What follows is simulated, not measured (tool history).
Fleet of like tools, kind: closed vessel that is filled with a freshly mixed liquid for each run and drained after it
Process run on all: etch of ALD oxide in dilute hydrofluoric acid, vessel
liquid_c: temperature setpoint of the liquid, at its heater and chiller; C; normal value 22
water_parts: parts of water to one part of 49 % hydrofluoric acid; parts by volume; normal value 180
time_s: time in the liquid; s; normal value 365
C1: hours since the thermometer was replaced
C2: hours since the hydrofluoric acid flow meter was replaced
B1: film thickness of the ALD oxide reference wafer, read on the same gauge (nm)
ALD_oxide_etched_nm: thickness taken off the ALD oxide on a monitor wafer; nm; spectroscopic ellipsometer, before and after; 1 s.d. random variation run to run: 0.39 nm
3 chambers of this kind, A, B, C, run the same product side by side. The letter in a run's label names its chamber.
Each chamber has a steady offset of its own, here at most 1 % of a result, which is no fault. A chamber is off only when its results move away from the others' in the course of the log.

run 1C hour=5.8 | liquid_c=22 water_parts=180 time_s=365 | C1=933 C2=552.7 | B1=49.976 | ALD_oxide_etched_nm=52.105
run 2A hour=10.5 | liquid_c=22 water_parts=180 time_s=365 | C1=490.7 C2=136.5 | B1=49.972 | ALD_oxide_etched_nm=53.014
run 3B hour=15.4 | liquid_c=22 water_parts=180 time_s=365 | C1=312.3 C2=1601.1 | B1=49.994 | ALD_oxide_etched_nm=53.055
run 4A hour=24.5 | liquid_c=22 water_parts=180 time_s=365 | C1=504.7 C2=150.5 | B1=49.986 | ALD_oxide_etched_nm=52.084
run 5C hour=29.5 | liquid_c=22 water_parts=180 time_s=365 | C1=956.7 C2=576.4 | B1=50.013 | ALD_oxide_etched_nm=52.938
run 6B hour=35.4 | liquid_c=22 water_parts=180 time_s=365 | C1=332.3 C2=1621.1 | B1=49.971 | ALD_oxide_etched_nm=52.533
run 7B hour=40.5 | liquid_c=22 water_parts=180 time_s=365 | C1=337.4 C2=1626.2 | B1=50.008 | ALD_oxide_etched_nm=51.846
run 8C hour=45.3 | liquid_c=22 water_parts=180 time_s=160 | C1=972.5 C2=592.2 | B1=49.975 | ALD_oxide_etched_nm=22.816
run 9A hour=50.2 | liquid_c=22 water_parts=180 time_s=160 | C1=530.4 C2=176.2 | B1=50.002 | ALD_oxide_etched_nm=23.222
run 10B hour=58.3 | liquid_c=22 water_parts=180 time_s=160 | C1=355.2 C2=1644 | B1=50.038 | ALD_oxide_etched_nm=22.832
run 11A hour=66.3 | liquid_c=22 water_parts=180 time_s=365 | C1=546.5 C2=192.3 | B1=50.019 | ALD_oxide_etched_nm=52.497
run 12C hour=75.5 | liquid_c=22 water_parts=180 time_s=365 | C1=1002.7 C2=622.4 | B1=50.003 | ALD_oxide_etched_nm=51.204
run 13B hour=81.1 | liquid_c=22 water_parts=180 time_s=365 | C1=378 C2=1666.8 | B1=49.984 | ALD_oxide_etched_nm=52.109
run 14A hour=86.7 | liquid_c=22 water_parts=180 time_s=365 | C1=566.9 C2=212.7 | B1=50.013 | ALD_oxide_etched_nm=52.545
run 15C hour=90.9 | liquid_c=22 water_parts=180 time_s=365 | C1=1018.1 C2=637.8 | B1=49.996 | ALD_oxide_etched_nm=50.33
run 16B hour=99.5 | liquid_c=22 water_parts=180 time_s=365 | C1=396.4 C2=1685.2 | B1=50.017 | ALD_oxide_etched_nm=51.914
run 17C hour=108.3 | liquid_c=24.5 water_parts=145 time_s=365 | C1=1035.5 C2=655.2 | B1=50.014 | ALD_oxide_etched_nm=70.776
run 18A hour=114.3 | liquid_c=24.5 water_parts=145 time_s=365 | C1=594.5 C2=240.3 | B1=50.016 | ALD_oxide_etched_nm=75.28
run 19B hour=120.8 | liquid_c=24.5 water_parts=145 time_s=365 | C1=417.7 C2=1706.5 | B1=49.993 | ALD_oxide_etched_nm=75.451
run 20A hour=129.9 | liquid_c=22 water_parts=180 time_s=365 | C1=610.1 C2=255.9 | B1=50.036 | ALD_oxide_etched_nm=52.759
run 21C hour=137.8 | liquid_c=19.5 water_parts=180 time_s=300 | C1=1065 C2=684.7 | B1=49.981 | ALD_oxide_etched_nm=36.464
run 22C hour=144.2 | liquid_c=19.5 water_parts=180 time_s=300 | C1=1071.4 C2=691.1 | B1=50.008 | ALD_oxide_etched_nm=35.739
run 23B hour=153 | liquid_c=19.5 water_parts=180 time_s=300 | C1=449.9 C2=1738.7 | B1=50.017 | ALD_oxide_etched_nm=39.021
run 24A hour=160.6 | liquid_c=22 water_parts=180 time_s=430 | C1=640.8 C2=286.6 | B1=49.999 | ALD_oxide_etched_nm=61.448
run 25A hour=165.5 | liquid_c=22 water_parts=180 time_s=430 | C1=645.7 C2=291.5 | B1=49.997 | ALD_oxide_etched_nm=61.815
run 26B hour=170.9 | liquid_c=22 water_parts=180 time_s=430 | C1=467.8 C2=1756.6 | B1=49.998 | ALD_oxide_etched_nm=62.239

Next, every chamber runs the same settings. What will each give?
run 27A hour=177.6 | liquid_c=22 water_parts=180 time_s=365 | ALD_oxide_etched_nm=?
run 27B hour=177.6 | liquid_c=22 water_parts=180 time_s=365 | ALD_oxide_etched_nm=?
run 27C hour=177.6 | liquid_c=22 water_parts=180 time_s=365 | ALD_oxide_etched_nm=?

run=27A ALD_oxide_etched_nm=52.648
run=27B ALD_oxide_etched_nm=52.662
run=27C ALD_oxide_etched_nm=46.902
